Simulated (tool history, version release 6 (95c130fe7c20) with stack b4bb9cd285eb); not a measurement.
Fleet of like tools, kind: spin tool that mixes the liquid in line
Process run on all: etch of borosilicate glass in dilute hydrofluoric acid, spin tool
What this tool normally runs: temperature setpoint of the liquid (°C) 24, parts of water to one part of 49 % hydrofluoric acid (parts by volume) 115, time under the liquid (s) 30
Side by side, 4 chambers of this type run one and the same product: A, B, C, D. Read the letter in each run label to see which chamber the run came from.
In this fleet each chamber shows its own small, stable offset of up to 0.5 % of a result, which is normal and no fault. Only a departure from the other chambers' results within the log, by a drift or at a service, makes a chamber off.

run,hour,temperature setpoint of the liquid (°C),parts of water to one part of 49 % hydrofluoric acid (parts by volume),time under the liquid (s),"read-back film thickness of the borosilicate glass reference wafer, read on the same gauge (nm)",thickness taken off the borosilicate glass on a monitor wafer (angstrom)
1D,10.3,24,115,30,100,84.931
2C,18.8,24,115,30,99.972,85.038
3B,28,24,115,30,100,86.691
4A,36.7,24,115,30,100,84.753
5B,51.9,24,115,30,99.995,87.327
6A,62.1,24,115,30,99.978,85.508
7D,71.6,24,115,30,100.01,88.465
8C,81.8,24,115,30,99.98,85.664
9C,89,24,115,30,99.996,84.481
10D,97.9,24,115,30,100.01,88.834
11B,106.5,24,115,30,100.02,87.762
12A,116.4,24,115,15,99.986,42.915
13C,129.6,24,115,15,100.03,42.912
14A,136.8,24,115,15,99.972,42.928
15D,145.3,24,115,15,100.01,44.713
16B,155.6,24,115,30,99.992,86.074
17A,162.3,24,115,30,99.982,86.395
18C,170.8,24,115,30,100.01,83.008
19B,179.4,24,115,30,100.03,86.186
20D,188.5,21.5,165,30,100.01,54.74
21C,200.3,21.5,165,30,100.02,50.557
22A,215,21.5,165,30,100.01,51.799
23B,225.2,21.5,165,30,100.02,52.077
# hour 237.1: chamber A: hydrofluoric acid flow meter replaced
24D,239.5,24,115,30,100.01,92.273
25B,249.7,24,115,30,100.01,86.711
26C,260.1,24,115,30,100.02,85.333
27A,269.5,24,115,30,99.996,86.108

Does one chamber stand apart from the rest, does the shared gauge drift, or is all well apart from small per-chamber offsets? Give the chamber and the most likely cause, where there is one.

One chamber, D, drifts off from the rest bit by bit.
Cause: hydrofluoric acid flow above the setpoint (%) = 9.
It could be hard to tell apart here from: liquid hotter than its thermometer reads (K).

Below are 4 candidate recipes for chamber D's next run, each the usual settings with a change, their results shown as question marks. Which of them brings D's results back in line with what the other chambers give on the usual settings?
Counts as in line when no further than this from what the other chambers average on the usual settings: thickness taken off the borosilicate glass on a monitor wafer (angstrom) 3
28D-1,280.5,24,125,30,,?
28D-2,280.5,24,105,30,,?
28D-3,280.5,24,110,35,,?
28D-4,280.5,23.5,135,30,,?

Mean of the other chambers on the usual settings: thickness taken off the borosilicate glass on a monitor wafer (angstrom) 85.723
run,thickness taken off the borosilicate glass on a monitor wafer (angstrom)
28D-1,86.576
28D-2,105.08
28D-3,116.46
28D-4,77.848
With 28D-1, the chamber falls back in line with the rest.
